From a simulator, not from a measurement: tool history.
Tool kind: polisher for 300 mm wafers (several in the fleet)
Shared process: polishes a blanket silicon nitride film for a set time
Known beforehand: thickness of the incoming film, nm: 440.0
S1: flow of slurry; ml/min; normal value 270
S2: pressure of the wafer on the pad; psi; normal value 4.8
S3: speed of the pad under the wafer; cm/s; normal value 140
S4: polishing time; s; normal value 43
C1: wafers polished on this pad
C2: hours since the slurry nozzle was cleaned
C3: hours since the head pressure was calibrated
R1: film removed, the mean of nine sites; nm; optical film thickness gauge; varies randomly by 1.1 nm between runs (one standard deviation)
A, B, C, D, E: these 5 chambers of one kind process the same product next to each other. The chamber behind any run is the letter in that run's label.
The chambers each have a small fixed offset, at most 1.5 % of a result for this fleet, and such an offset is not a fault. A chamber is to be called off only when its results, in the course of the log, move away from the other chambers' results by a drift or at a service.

run	hour	S1	S2	S3	S4	C1	C2	C3	R1
# hour 1.9: chamber D: worn pad replaced by a new one
# hour 2.2: chamber E: worn pad replaced by a new one
# hour 3.2: chamber C: head pressure recalibrated
1A	4.3	270	4.8	140	43	342	124.5	268.3	141.12
2D	8.9	270	4.8	140	43	99	505.8	882.0	141.49
3E	14.5	270	4.8	140	43	174	24.7	203.6	138.79
# hour 16.5: chamber A: worn pad replaced by a new one
# hour 17.2: chamber B: worn pad replaced by a new one
4B	18.0	270	4.8	140	43	11	232.8	881.2	140.22
5C	21.0	270	4.8	156	34	654	285.1	17.9	119.09
6D	25.5	270	4.8	156	34	333	522.4	898.6	120.82
7A	28.1	270	4.8	156	34	164	148.3	292.1	120.38
# hour 30.2: chamber D: slurry nozzle cleaned
8C	31.4	270	4.8	156	34	801	295.5	28.3	119.56
9E	35.3	270	4.8	156	34	467	45.5	224.4	118.86
# hour 38.3: chamber C: worn pad replaced by a new one
10B	40.9	270	4.8	140	43	334	255.7	904.1	141.68
11B	46.6	270	4.8	140	43	414	261.4	909.8	143.07
12C	50.8	270	4.8	140	43	177	314.9	47.7	139.45
# hour 52.4: chamber D: worn pad replaced by a new one
# hour 54.4: chamber C: slurry nozzle cleaned
13A	55.2	270	4.8	140	43	545	175.4	319.2	139.45
14E	57.9	270	4.8	140	43	785	68.1	247.0	139.11
15D	62.4	270	4.8	140	43	142	32.3	935.5	139.71
# hour 64.9: chamber A: worn pad replaced by a new one
16D	66.1	270	4.8	140	43	194	36.0	939.2	139.51
17E	71.2	270	4.8	140	43	973	81.4	260.3	139.03
# hour 71.3: chamber B: worn pad replaced by a new one
18B	74.0	270	4.8	140	43	38	288.8	937.2	142.72
19A	77.2	270	4.8	140	43	173	197.4	341.2	139.84
20C	80.9	270	4.8	140	43	601	26.5	77.8	137.29
21A	84.7	355	5.5	140	43	279	204.9	348.7	162.88
22B	88.9	355	5.5	140	43	248	303.7	952.1	165.11
23E	91.5	355	5.5	140	43	1258	101.7	280.6	163.59
# hour 93.5: chamber D: worn pad replaced by a new one
24D	94.8	355	5.5	140	43	19	64.7	967.9	162.32
# hour 99.6: chamber C: worn pad replaced by a new one
25C	99.7	355	5.5	140	43	2	45.3	96.6	165.71
26E	103.9	270	4.8	140	43	1433	114.1	293.0	137.86
27C	107.4	270	4.8	140	43	110	53.0	104.3	138.61
# hour 108.6: chamber E: worn pad replaced by a new one
# hour 109.6: chamber A: worn pad replaced by a new one
28B	111.6	270	4.8	140	43	568	326.4	974.8	141.83
# hour 116.2: chamber B: worn pad replaced by a new one
29D	117.1	270	4.8	140	43	333	87.0	990.2	139.60
30A	121.5	270	4.8	140	43	167	241.7	385.5	134.89
31B	126.3	270	4.8	140	43	143	341.1	989.5	141.52
32A	130.8	270	4.8	140	43	298	251.0	394.8	135.60
33D	135.6	270	4.8	140	43	593	105.5	1008.7	138.02
34E	139.9	270	4.8	140	43	441	150.1	329.0	137.95
35C	143.9	270	4.8	140	43	624	89.5	140.8	139.12
36C	147.7	270	6.4	162	43	678	93.3	144.6	209.62
37E	151.1	270	6.4	162	43	599	161.3	340.2	207.80
38B	153.9	270	6.4	162	43	532	368.7	1017.1	210.76

One chamber off, gauge drift, or nothing amiss beyond the chambers' own small offsets? If it is a chamber, which one, and what is the likeliest cause?

One chamber, A, drifts off from the rest bit by bit.
Cause: slurry flow missing at the pad, % = 41.5.
Not necessarily distinguishable in this log from: head's pressure below its setpoint, %.

Here are 4 candidates for chamber A's next run, each the usual settings with a change, their results left as question marks. Which one brings its results back in line with what the others give on the usual settings?
Counts as in line when no further than this from what the other chambers average on the usual settings: R1 3.70 nm
39A-1	158.0	270	4.8	136	41				?
39A-2	158.0	270	4.8	142	43				?
39A-3	158.0	245	4.8	140	43				?
39A-4	158.0	270	4.9	142	44				?

Other chambers, usual settings, mean: R1 139.15 nm
run	R1
39A-1	121.10
39A-2	131.49
39A-3	127.84
39A-4	137.34
The right change is 39A-4: it brings the chamber back within the allowed miss of the others.

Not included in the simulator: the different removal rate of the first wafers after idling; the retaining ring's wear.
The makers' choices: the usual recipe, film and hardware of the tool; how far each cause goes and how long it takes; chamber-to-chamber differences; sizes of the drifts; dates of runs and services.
